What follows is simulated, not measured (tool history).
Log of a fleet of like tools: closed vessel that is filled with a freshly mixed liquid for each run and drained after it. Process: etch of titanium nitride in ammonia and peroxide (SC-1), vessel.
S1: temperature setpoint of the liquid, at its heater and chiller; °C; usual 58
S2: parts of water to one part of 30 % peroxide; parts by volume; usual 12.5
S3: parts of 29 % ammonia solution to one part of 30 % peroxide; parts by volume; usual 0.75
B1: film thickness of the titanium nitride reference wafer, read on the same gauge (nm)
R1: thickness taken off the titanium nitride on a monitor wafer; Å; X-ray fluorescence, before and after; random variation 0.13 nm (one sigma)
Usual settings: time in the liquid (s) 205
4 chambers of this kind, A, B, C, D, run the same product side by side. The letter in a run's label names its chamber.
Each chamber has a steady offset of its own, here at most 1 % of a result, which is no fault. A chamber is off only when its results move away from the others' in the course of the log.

{"run": "1A", "hour": 10.0, "S1": 58, "S2": 12.5, "S3": 0.75, "time in the liquid (s)": 205, "B1": 69.995, "R1": 187.97}
{"run": "2D", "hour": 17.7, "S1": 58, "S2": 12.5, "S3": 0.75, "time in the liquid (s)": 205, "B1": 70.003, "R1": 187.27}
{"run": "3B", "hour": 24.9, "S1": 58, "S2": 12.5, "S3": 0.75, "time in the liquid (s)": 205, "B1": 69.999, "R1": 190.47}
{"run": "4C", "hour": 34.1, "S1": 58, "S2": 12.5, "S3": 0.75, "time in the liquid (s)": 205, "B1": 69.995, "R1": 188.53}
{"hour": 38.0, "done": "chamber B: ammonia flow meter replaced"}
{"run": "5A", "hour": 42.1, "S1": 58, "S2": 16.5, "S3": 0.75, "time in the liquid (s)": 320, "B1": 70.003, "R1": 256.14}
{"run": "6C", "hour": 50.9, "S1": 58, "S2": 16.5, "S3": 0.75, "time in the liquid (s)": 320, "B1": 70.005, "R1": 254.24}
{"run": "7B", "hour": 62.0, "S1": 58, "S2": 16.5, "S3": 0.75, "time in the liquid (s)": 320, "B1": 69.996, "R1": 254.58}
{"run": "8D", "hour": 74.3, "S1": 58, "S2": 16.5, "S3": 0.75, "time in the liquid (s)": 320, "B1": 69.989, "R1": 254.73}
{"run": "9D", "hour": 87.6, "S1": 58, "S2": 12.5, "S3": 0.75, "time in the liquid (s)": 205, "B1": 70.007, "R1": 187.38}
{"run": "10A", "hour": 101.2, "S1": 58, "S2": 12.5, "S3": 0.75, "time in the liquid (s)": 205, "B1": 70.008, "R1": 186.19}
{"run": "11C", "hour": 117.1, "S1": 58, "S2": 12.5, "S3": 0.75, "time in the liquid (s)": 205, "B1": 69.995, "R1": 190.02}
{"run": "12B", "hour": 131.0, "S1": 58, "S2": 12.5, "S3": 0.75, "time in the liquid (s)": 205, "B1": 70.011, "R1": 190.88}
{"run": "13C", "hour": 141.0, "S1": 58, "S2": 12.5, "S3": 0.9, "time in the liquid (s)": 205, "B1": 69.991, "R1": 195.01}
{"run": "14A", "hour": 155.5, "S1": 58, "S2": 12.5, "S3": 0.9, "time in the liquid (s)": 205, "B1": 69.998, "R1": 193.26}
{"run": "15B", "hour": 169.5, "S1": 58, "S2": 12.5, "S3": 0.9, "time in the liquid (s)": 205, "B1": 69.997, "R1": 198.52}
{"run": "16D", "hour": 179.7, "S1": 58, "S2": 12.5, "S3": 0.9, "time in the liquid (s)": 205, "B1": 70, "R1": 194}
{"run": "17D", "hour": 187.7, "S1": 58, "S2": 12.5, "S3": 0.75, "time in the liquid (s)": 205, "B1": 69.999, "R1": 189.22}
{"hour": 192.7, "done": "chamber A: new drum of ammonia solution connected"}
{"run": "18C", "hour": 202.8, "S1": 58, "S2": 12.5, "S3": 0.75, "time in the liquid (s)": 205, "B1": 69.996, "R1": 188.98}
{"run": "19A", "hour": 209.8, "S1": 58, "S2": 12.5, "S3": 0.75, "time in the liquid (s)": 205, "B1": 70.005, "R1": 188.55}
{"run": "20B", "hour": 222.3, "S1": 58, "S2": 12.5, "S3": 0.75, "time in the liquid (s)": 295, "B1": 70.005, "R1": 273.95}
{"run": "21B", "hour": 238.6, "S1": 58, "S2": 12.5, "S3": 0.75, "time in the liquid (s)": 295, "B1": 69.984, "R1": 270.46}
{"run": "22C", "hour": 252.1, "S1": 58, "S2": 12.5, "S3": 0.75, "time in the liquid (s)": 295, "B1": 70.01, "R1": 269.5}
{"hour": 262.4, "done": "chamber A: thermometer replaced"}
{"run": "23A", "hour": 265.6, "S1": 58, "S2": 12.5, "S3": 0.75, "time in the liquid (s)": 295, "B1": 69.994, "R1": 268.19}
{"run": "24D", "hour": 274.0, "S1": 58, "S2": 12.5, "S3": 0.75, "time in the liquid (s)": 205, "B1": 69.98, "R1": 187.93}
{"run": "25C", "hour": 287.9, "S1": 58, "S2": 12.5, "S3": 0.75, "time in the liquid (s)": 205, "B1": 69.98, "R1": 189.16}
{"run": "26A", "hour": 297.5, "S1": 58, "S2": 12.5, "S3": 0.75, "time in the liquid (s)": 205, "B1": 70.003, "R1": 190.23}
{"run": "27B", "hour": 309.4, "S1": 58, "S2": 10.5, "S3": 0.75, "time in the liquid (s)": 90, "B1": 70.004, "R1": 90.646}
{"run": "28D", "hour": 325.4, "S1": 58, "S2": 10.5, "S3": 0.75, "time in the liquid (s)": 90, "B1": 70.003, "R1": 90.937}
{"run": "29C", "hour": 334.7, "S1": 58, "S2": 10.5, "S3": 0.75, "time in the liquid (s)": 90, "B1": 69.984, "R1": 91.146}
{"run": "30B", "hour": 348.3, "S1": 58, "S2": 10.5, "S3": 0.75, "time in the liquid (s)": 90, "B1": 70.019, "R1": 90.688}
{"run": "31A", "hour": 360.0, "S1": 58, "S2": 12.5, "S3": 0.75, "time in the liquid (s)": 205, "B1": 69.992, "R1": 188.76}
{"hour": 360.1, "done": "chamber C: new drum of ammonia solution connected"}
{"run": "32D", "hour": 367.6, "S1": 58, "S2": 12.5, "S3": 0.75, "time in the liquid (s)": 205, "B1": 70.004, "R1": 187.69}
{"run": "33B", "hour": 382.7, "S1": 58, "S2": 12.5, "S3": 0.75, "time in the liquid (s)": 205, "B1": 69.987, "R1": 187.71}
{"run": "34D", "hour": 390.7, "S1": 58, "S2": 12.5, "S3": 0.75, "time in the liquid (s)": 205, "B1": 69.987, "R1": 186.86}
{"run": "35A", "hour": 405.2, "S1": 58, "S2": 12.5, "S3": 0.75, "time in the liquid (s)": 205, "B1": 69.987, "R1": 188.18}
{"run": "36C", "hour": 419.5, "S1": 58, "S2": 12.5, "S3": 0.75, "time in the liquid (s)": 205, "B1": 69.992, "R1": 189.07}
{"run": "37D", "hour": 429.5, "S1": 58, "S2": 12.5, "S3": 0.75, "time in the liquid (s)": 205, "B1": 69.987, "R1": 186.62}
{"run": "38C", "hour": 444.9, "S1": 58, "S2": 12.5, "S3": 0.75, "time in the liquid (s)": 205, "B1": 69.999, "R1": 187.41}
{"run": "39A", "hour": 458.5, "S1": 58, "S2": 12.5, "S3": 0.75, "time in the liquid (s)": 205, "B1": 70.017, "R1": 188.55}
{"hour": 464.4, "done": "chamber B: thermometer replaced"}
{"run": "40B", "hour": 471.2, "S1": 58, "S2": 12.5, "S3": 0.75, "time in the liquid (s)": 205, "B1": 70.009, "R1": 189.05}
{"run": "41D", "hour": 486.4, "S1": 58, "S2": 12.5, "S3": 0.75, "time in the liquid (s)": 205, "B1": 69.998, "R1": 186}
{"run": "42B", "hour": 499.3, "S1": 58, "S2": 12.5, "S3": 0.75, "time in the liquid (s)": 205, "B1": 70.024, "R1": 190.58}

Is one chamber off against the others, does the gauge drift, or is nothing wrong? If a chamber is off, say which, and what the likeliest cause is.

No chamber stands off beyond its own small offset, and the gauge holds steady.
